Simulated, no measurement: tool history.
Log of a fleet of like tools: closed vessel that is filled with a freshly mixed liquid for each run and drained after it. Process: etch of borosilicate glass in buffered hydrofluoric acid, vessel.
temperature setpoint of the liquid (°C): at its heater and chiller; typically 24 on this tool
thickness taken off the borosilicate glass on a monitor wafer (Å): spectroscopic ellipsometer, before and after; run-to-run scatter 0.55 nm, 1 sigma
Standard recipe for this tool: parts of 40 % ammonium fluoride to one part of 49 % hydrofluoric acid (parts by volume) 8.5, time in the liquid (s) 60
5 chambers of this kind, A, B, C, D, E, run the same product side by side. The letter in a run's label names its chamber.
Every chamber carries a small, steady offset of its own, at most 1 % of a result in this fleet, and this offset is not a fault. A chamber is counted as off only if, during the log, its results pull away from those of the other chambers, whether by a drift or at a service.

run,day,temperature setpoint of the liquid (°C),parts of 40 % ammonium fluoride to one part of 49 % hydrofluoric acid (parts by volume),time in the liquid (s),"read-back film thickness of the borosilicate glass reference wafer, read on the same gauge (nm)",thickness taken off the borosilicate glass on a monitor wafer (Å)
1C,0.267,24,8.5,60,99.989,854.00
2B,0.562,24,8.5,60,100.010,849.36
3E,0.721,24,8.5,60,99.995,843.64
4A,0.862,24,8.5,60,99.998,854.75
5D,1.029,24,8.5,60,99.971,860.08
6D,1.342,24,8.5,60,99.980,850.67
7C,1.496,24,8.5,60,99.998,854.88
8A,1.654,24,11.0,80,100.010,904.85
9B,1.862,24,11.0,80,100.010,902.87
10E,2.138,24,11.0,80,99.987,894.82
11E,2.288,24,11.0,80,99.943,904.21
12B,2.558,24,11.0,80,99.937,898.77
13C,2.700,24,8.5,60,100.040,863.24
14D,2.850,24,8.5,60,99.933,860.82
15A,3.138,24,8.5,60,99.995,849.84
16A,3.429,24,8.5,60,99.996,848.30
17E,3.588,24,11.0,85,99.988,944.52
18D,3.783,24,11.0,85,100.020,964.69
19B,4.004,24,11.0,85,100.010,954.56
20C,4.167,24,11.0,85,99.990,962.64
21D,4.433,24,11.0,85,100.000,955.89
22A,4.646,24,8.5,60,99.987,851.15
23B,4.825,24,8.5,60,100.050,846.90
24C,5.042,24,8.5,60,100.000,845.55
25E,5.262,24,11.5,90,99.949,966.74
26D,5.546,24,11.5,90,100.020,970.10
27B,5.692,24,11.5,90,99.984,975.63
28A,5.929,24,11.5,90,99.996,966.59
29E,6.225,24,11.5,90,99.986,957.07
30C,6.521,24,8.5,60,99.989,864.79
31A,6.662,24,8.5,60,100.040,849.95
32C,6.900,24,8.5,60,99.973,862.96
33E,7.058,24,8.5,60,100.020,848.33
34B,7.371,24,8.5,60,100.020,852.55
35D,7.675,24,8.5,60,100.010,855.20
36B,7.833,24,8.5,60,99.999,850.78
37E,8.121,24,8.5,60,99.977,847.87
38A,8.362,24,8.5,60,99.983,847.00

Decide between three cases: one chamber stands off from its peers, the gauge reading all wafers drifts, or nothing is wrong past each chamber's small offset. Where a chamber is off, say which and what most likely put it there.

Beyond each chamber's small constant offset nothing stands out, and the gauge stays steady.

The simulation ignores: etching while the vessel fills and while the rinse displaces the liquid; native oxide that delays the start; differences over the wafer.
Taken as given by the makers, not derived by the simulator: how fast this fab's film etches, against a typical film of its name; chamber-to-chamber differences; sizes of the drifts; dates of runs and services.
